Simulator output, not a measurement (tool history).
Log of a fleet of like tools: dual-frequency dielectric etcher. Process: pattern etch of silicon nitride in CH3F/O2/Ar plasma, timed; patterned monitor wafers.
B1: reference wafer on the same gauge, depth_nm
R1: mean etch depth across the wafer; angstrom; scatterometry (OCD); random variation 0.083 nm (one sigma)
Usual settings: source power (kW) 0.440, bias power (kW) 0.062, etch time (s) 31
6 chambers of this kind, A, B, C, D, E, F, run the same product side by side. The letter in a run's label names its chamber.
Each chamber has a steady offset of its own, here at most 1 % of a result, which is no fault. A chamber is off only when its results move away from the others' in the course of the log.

run 1A hour=7.5 | source_power_(kW)=0.440 bias_power_(kW)=0.062 etch_time_(s)=31 | B1=21.308 | R1=216.69
run 2F hour=17.8 | source_power_(kW)=0.440 bias_power_(kW)=0.062 etch_time_(s)=31 | B1=21.288 | R1=216.05
run 3B hour=23.9 | source_power_(kW)=0.440 bias_power_(kW)=0.062 etch_time_(s)=31 | B1=21.309 | R1=212.74
run 4C hour=32.7 | source_power_(kW)=0.440 bias_power_(kW)=0.062 etch_time_(s)=31 | B1=21.303 | R1=215.75
run 5E hour=44.3 | source_power_(kW)=0.440 bias_power_(kW)=0.062 etch_time_(s)=31 | B1=21.324 | R1=212.57
run 6D hour=54.7 | source_power_(kW)=0.440 bias_power_(kW)=0.062 etch_time_(s)=31 | B1=21.282 | R1=213.30
run 7F hour=63.2 | source_power_(kW)=0.440 bias_power_(kW)=0.062 etch_time_(s)=31 | B1=21.290 | R1=216.10
run 8B hour=74.5 | source_power_(kW)=0.440 bias_power_(kW)=0.062 etch_time_(s)=31 | B1=21.284 | R1=211.55
run 9C hour=84.9 | source_power_(kW)=0.440 bias_power_(kW)=0.050 etch_time_(s)=38 | B1=21.285 | R1=246.11
-- hour=95.6 chamber A: source power generator calibrated
run 10E hour=95.7 | source_power_(kW)=0.440 bias_power_(kW)=0.050 etch_time_(s)=38 | B1=21.292 | R1=241.65
run 11A hour=104.7 | source_power_(kW)=0.440 bias_power_(kW)=0.050 etch_time_(s)=38 | B1=21.299 | R1=246.91
run 12D hour=113.6 | source_power_(kW)=0.440 bias_power_(kW)=0.050 etch_time_(s)=38 | B1=21.307 | R1=243.40
-- hour=121.8 chamber C: wet clean of the chamber
run 13A hour=124.4 | source_power_(kW)=0.440 bias_power_(kW)=0.050 etch_time_(s)=38 | B1=21.292 | R1=247.41
run 14D hour=134.1 | source_power_(kW)=0.440 bias_power_(kW)=0.050 etch_time_(s)=38 | B1=21.307 | R1=244.56
run 15E hour=144.9 | source_power_(kW)=0.400 bias_power_(kW)=0.077 etch_time_(s)=31 | B1=21.287 | R1=220.75
run 16C hour=153.6 | source_power_(kW)=0.400 bias_power_(kW)=0.077 etch_time_(s)=31 | B1=21.309 | R1=224.00
-- hour=156.2 chamber F: source power generator calibrated
run 17F hour=161.5 | source_power_(kW)=0.400 bias_power_(kW)=0.077 etch_time_(s)=31 | B1=21.323 | R1=225.37
run 18B hour=167.8 | source_power_(kW)=0.400 bias_power_(kW)=0.077 etch_time_(s)=31 | B1=21.308 | R1=221.99
run 19D hour=176.7 | source_power_(kW)=0.400 bias_power_(kW)=0.077 etch_time_(s)=31 | B1=21.316 | R1=222.32
run 20E hour=184.2 | source_power_(kW)=0.400 bias_power_(kW)=0.077 etch_time_(s)=31 | B1=21.301 | R1=219.37
run 21C hour=195.8 | source_power_(kW)=0.440 bias_power_(kW)=0.062 etch_time_(s)=34 | B1=21.287 | R1=234.36
run 22B hour=205.1 | source_power_(kW)=0.440 bias_power_(kW)=0.062 etch_time_(s)=34 | B1=21.325 | R1=232.97
run 23F hour=211.7 | source_power_(kW)=0.440 bias_power_(kW)=0.062 etch_time_(s)=34 | B1=21.297 | R1=236.67
run 24A hour=222.2 | source_power_(kW)=0.440 bias_power_(kW)=0.062 etch_time_(s)=34 | B1=21.308 | R1=236.39
-- hour=223.1 chamber B: wet clean of the chamber
run 25A hour=234.7 | source_power_(kW)=0.440 bias_power_(kW)=0.062 etch_time_(s)=34 | B1=21.310 | R1=238.04
run 26B hour=245.1 | source_power_(kW)=0.440 bias_power_(kW)=0.062 etch_time_(s)=34 | B1=21.327 | R1=234.63
run 27F hour=253.0 | source_power_(kW)=0.440 bias_power_(kW)=0.062 etch_time_(s)=31 | B1=21.320 | R1=214.70
run 28E hour=259.3 | source_power_(kW)=0.440 bias_power_(kW)=0.062 etch_time_(s)=31 | B1=21.297 | R1=211.84
run 29D hour=270.6 | source_power_(kW)=0.440 bias_power_(kW)=0.050 etch_time_(s)=25 | B1=21.307 | R1=159.98
run 30C hour=281.2 | source_power_(kW)=0.440 bias_power_(kW)=0.050 etch_time_(s)=25 | B1=21.303 | R1=161.72
run 31A hour=290.3 | source_power_(kW)=0.440 bias_power_(kW)=0.050 etch_time_(s)=25 | B1=21.309 | R1=162.64
run 32C hour=299.2 | source_power_(kW)=0.440 bias_power_(kW)=0.050 etch_time_(s)=25 | B1=21.287 | R1=161.30
run 33F hour=306.3 | source_power_(kW)=0.440 bias_power_(kW)=0.050 etch_time_(s)=25 | B1=21.318 | R1=162.02
-- hour=314.8 chamber D: wet clean of the chamber
run 34D hour=315.8 | source_power_(kW)=0.440 bias_power_(kW)=0.050 etch_time_(s)=25 | B1=21.273 | R1=161.14
-- hour=316.3 chamber F: wet clean of the chamber
run 35E hour=326.2 | source_power_(kW)=0.440 bias_power_(kW)=0.062 etch_time_(s)=31 | B1=21.293 | R1=212.97
run 36B hour=332.5 | source_power_(kW)=0.440 bias_power_(kW)=0.062 etch_time_(s)=31 | B1=21.297 | R1=213.49
run 37B hour=339.2 | source_power_(kW)=0.440 bias_power_(kW)=0.062 etch_time_(s)=31 | B1=21.298 | R1=214.17
run 38C hour=348.1 | source_power_(kW)=0.440 bias_power_(kW)=0.062 etch_time_(s)=31 | B1=21.316 | R1=216.26
run 39E hour=357.2 | source_power_(kW)=0.440 bias_power_(kW)=0.062 etch_time_(s)=31 | B1=21.280 | R1=212.00
run 40A hour=367.4 | source_power_(kW)=0.440 bias_power_(kW)=0.062 etch_time_(s)=31 | B1=21.283 | R1=216.69
run 41F hour=373.2 | source_power_(kW)=0.440 bias_power_(kW)=0.062 etch_time_(s)=31 | B1=21.294 | R1=216.21

Is one chamber off against the others, does the gauge drift, or is nothing wrong? If a chamber is off, say which, and what the likeliest cause is.

No chamber stands off beyond its own small offset, and the gauge holds steady.
